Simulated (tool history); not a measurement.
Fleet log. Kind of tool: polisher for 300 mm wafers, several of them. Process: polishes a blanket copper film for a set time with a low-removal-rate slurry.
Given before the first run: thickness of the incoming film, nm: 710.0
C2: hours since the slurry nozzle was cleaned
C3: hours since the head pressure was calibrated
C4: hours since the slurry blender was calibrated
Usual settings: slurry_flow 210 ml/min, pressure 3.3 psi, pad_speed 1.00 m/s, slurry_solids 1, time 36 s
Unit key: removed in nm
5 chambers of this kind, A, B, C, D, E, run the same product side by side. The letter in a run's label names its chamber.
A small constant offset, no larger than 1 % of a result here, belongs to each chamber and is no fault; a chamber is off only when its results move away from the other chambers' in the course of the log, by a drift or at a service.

{"run": "1C", "hour": 11.0, "slurry_flow": 210, "pressure": 3.3, "pad_speed": 1.0, "slurry_solids": 1, "time": 36, "wafers polished on this pad": 465, "C2": 241.0, "C3": 162.3, "C4": 142.4, "removed": 98.469}
{"hour": 13.2, "done": "chamber B: slurry blender recalibrated"}
{"hour": 15.3, "done": "chamber B: worn pad replaced by a new one"}
{"run": "2B", "hour": 18.0, "slurry_flow": 210, "pressure": 3.3, "pad_speed": 1.0, "slurry_solids": 1, "time": 36, "wafers polished on this pad": 36, "C2": 691.0, "C3": 1124.6, "C4": 4.8, "removed": 96.612}
{"hour": 21.1, "done": "chamber E: worn pad replaced by a new one"}
{"run": "3E", "hour": 25.5, "slurry_flow": 210, "pressure": 3.3, "pad_speed": 1.0, "slurry_solids": 1, "time": 36, "wafers polished on this pad": 60, "C2": 323.3, "C3": 445.3, "C4": 154.7, "removed": 95.686}
{"run": "4A", "hour": 34.1, "slurry_flow": 210, "pressure": 3.3, "pad_speed": 1.0, "slurry_solids": 1, "time": 36, "wafers polished on this pad": 643, "C2": 308.9, "C3": 593.4, "C4": 124.3, "removed": 97.723}
{"hour": 39.9, "done": "chamber D: worn pad replaced by a new one"}
{"run": "5D", "hour": 41.5, "slurry_flow": 210, "pressure": 3.3, "pad_speed": 1.0, "slurry_solids": 1, "time": 36, "wafers polished on this pad": 21, "C2": 161.4, "C3": 732.5, "C4": 93.0, "removed": 97.755}
{"hour": 44.7, "done": "chamber A: worn pad replaced by a new one"}
{"hour": 48.7, "done": "chamber E: slurry blender recalibrated"}
{"run": "6A", "hour": 51.5, "slurry_flow": 210, "pressure": 3.3, "pad_speed": 1.0, "slurry_solids": 1, "time": 36, "wafers polished on this pad": 92, "C2": 326.3, "C3": 610.8, "C4": 141.7, "removed": 99.08}
{"run": "7C", "hour": 59.9, "slurry_flow": 210, "pressure": 3.3, "pad_speed": 1.0, "slurry_solids": 1, "time": 36, "wafers polished on this pad": 1121, "C2": 289.9, "C3": 211.2, "C4": 191.3, "removed": 98.812}
{"hour": 63.9, "done": "chamber C: worn pad replaced by a new one"}
{"run": "8B", "hour": 66.8, "slurry_flow": 210, "pressure": 3.3, "pad_speed": 1.0, "slurry_solids": 1, "time": 36, "wafers polished on this pad": 691, "C2": 739.8, "C3": 1173.4, "C4": 53.6, "removed": 97.3}
{"hour": 77.2, "done": "chamber B: worn pad replaced by a new one"}
{"run": "9D", "hour": 77.9, "slurry_flow": 210, "pressure": 3.3, "pad_speed": 1.0, "slurry_solids": 1, "time": 36, "wafers polished on this pad": 510, "C2": 197.8, "C3": 768.9, "C4": 129.4, "removed": 96.15}
{"hour": 82.8, "done": "chamber E: slurry nozzle cleaned"}
{"run": "10E", "hour": 87.2, "slurry_flow": 210, "pressure": 2.7, "pad_speed": 1.0, "slurry_solids": 1, "time": 36, "wafers polished on this pad": 887, "C2": 4.5, "C3": 507.0, "C4": 38.6, "removed": 80.59}
{"hour": 88.0, "done": "chamber E: worn pad replaced by a new one"}
{"hour": 90.2, "done": "chamber B: slurry nozzle cleaned"}
{"hour": 94.7, "done": "chamber D: worn pad replaced by a new one"}
{"run": "11E", "hour": 97.7, "slurry_flow": 210, "pressure": 2.7, "pad_speed": 1.0, "slurry_solids": 1, "time": 36, "wafers polished on this pad": 130, "C2": 15.0, "C3": 517.5, "C4": 49.1, "removed": 80.902}
{"hour": 103.5, "done": "chamber A: worn pad replaced by a new one"}
{"run": "12D", "hour": 105.8, "slurry_flow": 210, "pressure": 2.7, "pad_speed": 1.0, "slurry_solids": 1, "time": 36, "wafers polished on this pad": 149, "C2": 225.7, "C3": 796.8, "C4": 157.3, "removed": 79.54}
{"run": "13A", "hour": 116.4, "slurry_flow": 210, "pressure": 2.7, "pad_speed": 1.0, "slurry_solids": 1, "time": 36, "wafers polished on this pad": 174, "C2": 391.2, "C3": 675.7, "C4": 206.6, "removed": 80.301}
{"hour": 117.5, "done": "chamber B: slurry blender recalibrated"}
{"hour": 125.1, "done": "chamber A: head pressure recalibrated"}
{"run": "14C", "hour": 126.4, "slurry_flow": 210, "pressure": 2.7, "pad_speed": 1.0, "slurry_solids": 1, "time": 36, "wafers polished on this pad": 838, "C2": 356.4, "C3": 277.7, "C4": 257.8, "removed": 80.117}
{"hour": 126.6, "done": "chamber B: head pressure recalibrated"}
{"run": "15B", "hour": 133.2, "slurry_flow": 210, "pressure": 3.3, "pad_speed": 1.0, "slurry_solids": 1, "time": 36, "wafers polished on this pad": 752, "C2": 43.0, "C3": 6.7, "C4": 15.8, "removed": 98.563}
{"run": "16D", "hour": 142.2, "slurry_flow": 210, "pressure": 3.3, "pad_speed": 1.0, "slurry_solids": 1, "time": 36, "wafers polished on this pad": 637, "C2": 262.1, "C3": 833.2, "C4": 193.7, "removed": 97.909}
{"hour": 146.9, "done": "chamber C: worn pad replaced by a new one"}
{"hour": 146.9, "done": "chamber D: head pressure recalibrated"}
{"run": "17B", "hour": 146.9, "slurry_flow": 210, "pressure": 3.3, "pad_speed": 1.0, "slurry_solids": 1, "time": 36, "wafers polished on this pad": 936, "C2": 56.7, "C3": 20.4, "C4": 29.5, "removed": 97.811}
{"hour": 147.9, "done": "chamber B: worn pad replaced by a new one"}
{"hour": 153.1, "done": "chamber D: slurry nozzle cleaned"}
{"hour": 153.6, "done": "chamber D: worn pad replaced by a new one"}
{"run": "18A", "hour": 154.9, "slurry_flow": 210, "pressure": 3.3, "pad_speed": 1.0, "slurry_solids": 1, "time": 36, "wafers polished on this pad": 690, "C2": 429.7, "C3": 29.9, "C4": 245.1, "removed": 88.222}
{"run": "19E", "hour": 165.3, "slurry_flow": 210, "pressure": 3.3, "pad_speed": 0.82, "slurry_solids": 1, "time": 41, "wafers polished on this pad": 1037, "C2": 82.6, "C3": 585.1, "C4": 116.7, "removed": 90.931}
{"hour": 166.4, "done": "chamber E: worn pad replaced by a new one"}
{"hour": 169.2, "done": "chamber A: worn pad replaced by a new one"}
{"run": "20C", "hour": 176.0, "slurry_flow": 210, "pressure": 3.3, "pad_speed": 0.82, "slurry_solids": 1, "time": 41, "wafers polished on this pad": 390, "C2": 406.0, "C3": 327.3, "C4": 307.4, "removed": 91.938}
{"run": "21B", "hour": 183.0, "slurry_flow": 210, "pressure": 3.3, "pad_speed": 0.82, "slurry_solids": 1, "time": 41, "wafers polished on this pad": 472, "C2": 92.8, "C3": 56.5, "C4": 65.6, "removed": 91.106}
{"run": "22A", "hour": 188.0, "slurry_flow": 210, "pressure": 3.3, "pad_speed": 0.82, "slurry_solids": 1, "time": 41, "wafers polished on this pad": 252, "C2": 462.8, "C3": 63.0, "C4": 278.2, "removed": 84.021}
{"run": "23C", "hour": 195.7, "slurry_flow": 210, "pressure": 3.3, "pad_speed": 0.82, "slurry_solids": 1, "time": 41, "wafers polished on this pad": 655, "C2": 425.7, "C3": 347.0, "C4": 327.1, "removed": 91.276}
{"run": "24E", "hour": 201.5, "slurry_flow": 210, "pressure": 4.3, "pad_speed": 1.0, "slurry_solids": 1, "time": 36, "wafers polished on this pad": 471, "C2": 118.8, "C3": 621.3, "C4": 152.9, "removed": 126.79}
{"hour": 207.7, "done": "chamber D: worn pad replaced by a new one"}
{"run": "25D", "hour": 210.7, "slurry_flow": 210, "pressure": 4.3, "pad_speed": 1.0, "slurry_solids": 1, "time": 36, "wafers polished on this pad": 40, "C2": 57.6, "C3": 63.8, "C4": 262.2, "removed": 128.09}
{"hour": 213.2, "done": "chamber B: worn pad replaced by a new one"}
{"hour": 213.4, "done": "chamber C: worn pad replaced by a new one"}
{"run": "26B", "hour": 221.6, "slurry_flow": 210, "pressure": 4.3, "pad_speed": 1.0, "slurry_solids": 1, "time": 36, "wafers polished on this pad": 113, "C2": 131.4, "C3": 95.1, "C4": 104.2, "removed": 126.02}
{"run": "27C", "hour": 226.8, "slurry_flow": 210, "pressure": 4.3, "pad_speed": 1.0, "slurry_solids": 1, "time": 36, "wafers polished on this pad": 179, "C2": 456.8, "C3": 378.1, "C4": 358.2, "removed": 128.13}
{"hour": 231.5, "done": "chamber A: worn pad replaced by a new one"}
{"run": "28D", "hour": 231.8, "slurry_flow": 210, "pressure": 4.3, "pad_speed": 1.0, "slurry_solids": 1, "time": 36, "wafers polished on this pad": 323, "C2": 78.7, "C3": 84.9, "C4": 283.3, "removed": 127.01}
{"run": "29A", "hour": 238.8, "slurry_flow": 210, "pressure": 3.3, "pad_speed": 1.0, "slurry_solids": 1, "time": 36, "wafers polished on this pad": 98, "C2": 513.6, "C3": 113.8, "C4": 329.0, "removed": 87.916}
{"hour": 240.8, "done": "chamber B: slurry blender recalibrated"}
{"hour": 247.2, "done": "chamber E: slurry blender recalibrated"}
{"hour": 247.8, "done": "chamber E: worn pad replaced by a new one"}
{"run": "30E", "hour": 248.5, "slurry_flow": 210, "pressure": 3.3, "pad_speed": 1.0, "slurry_solids": 1, "time": 36, "wafers polished on this pad": 10, "C2": 165.8, "C3": 668.3, "C4": 1.3, "removed": 96.861}
{"hour": 252.9, "done": "chamber A: slurry blender recalibrated"}
{"run": "31C", "hour": 254.5, "slurry_flow": 210, "pressure": 3.3, "pad_speed": 1.0, "slurry_solids": 1, "time": 36, "wafers polished on this pad": 551, "C2": 484.5, "C3": 405.8, "C4": 385.9, "removed": 97.465}
{"run": "32B", "hour": 262.5, "slurry_flow": 210, "pressure": 3.3, "pad_speed": 1.0, "slurry_solids": 1, "time": 36, "wafers polished on this pad": 662, "C2": 172.3, "C3": 136.0, "C4": 21.8, "removed": 97.078}
{"hour": 264.4, "done": "chamber D: slurry blender recalibrated"}
{"hour": 270.7, "done": "chamber D: worn pad replaced by a new one"}
{"run": "33D", "hour": 272.8, "slurry_flow": 210, "pressure": 3.3, "pad_speed": 1.0, "slurry_solids": 1, "time": 36, "wafers polished on this pad": 28, "C2": 119.7, "C3": 125.9, "C4": 8.5, "removed": 96.899}
{"run": "34A", "hour": 279.5, "slurry_flow": 210, "pressure": 3.3, "pad_speed": 1.0, "slurry_solids": 1, "time": 36, "wafers polished on this pad": 644, "C2": 554.3, "C3": 154.5, "C4": 26.6, "removed": 90.992}

All 5 chambers run these settings next. Forecast each chamber's results:
{"run": "35A", "hour": 287.4, "slurry_flow": 260, "pressure": 3.3, "pad_speed": 1.0, "slurry_solids": 1, "time": 36, "removed": "?"}
{"run": "35B", "hour": 287.4, "slurry_flow": 260, "pressure": 3.3, "pad_speed": 1.0, "slurry_solids": 1, "time": 36, "removed": "?"}
{"run": "35C", "hour": 287.4, "slurry_flow": 260, "pressure": 3.3, "pad_speed": 1.0, "slurry_solids": 1, "time": 36, "removed": "?"}
{"run": "35D", "hour": 287.4, "slurry_flow": 260, "pressure": 3.3, "pad_speed": 1.0, "slurry_solids": 1, "time": 36, "removed": "?"}
{"run": "35E", "hour": 287.4, "slurry_flow": 260, "pressure": 3.3, "pad_speed": 1.0, "slurry_solids": 1, "time": 36, "removed": "?"}

run=35A removed=90.547
run=35B removed=98.530
run=35C removed=99.372
run=35D removed=99.501
run=35E removed=97.772
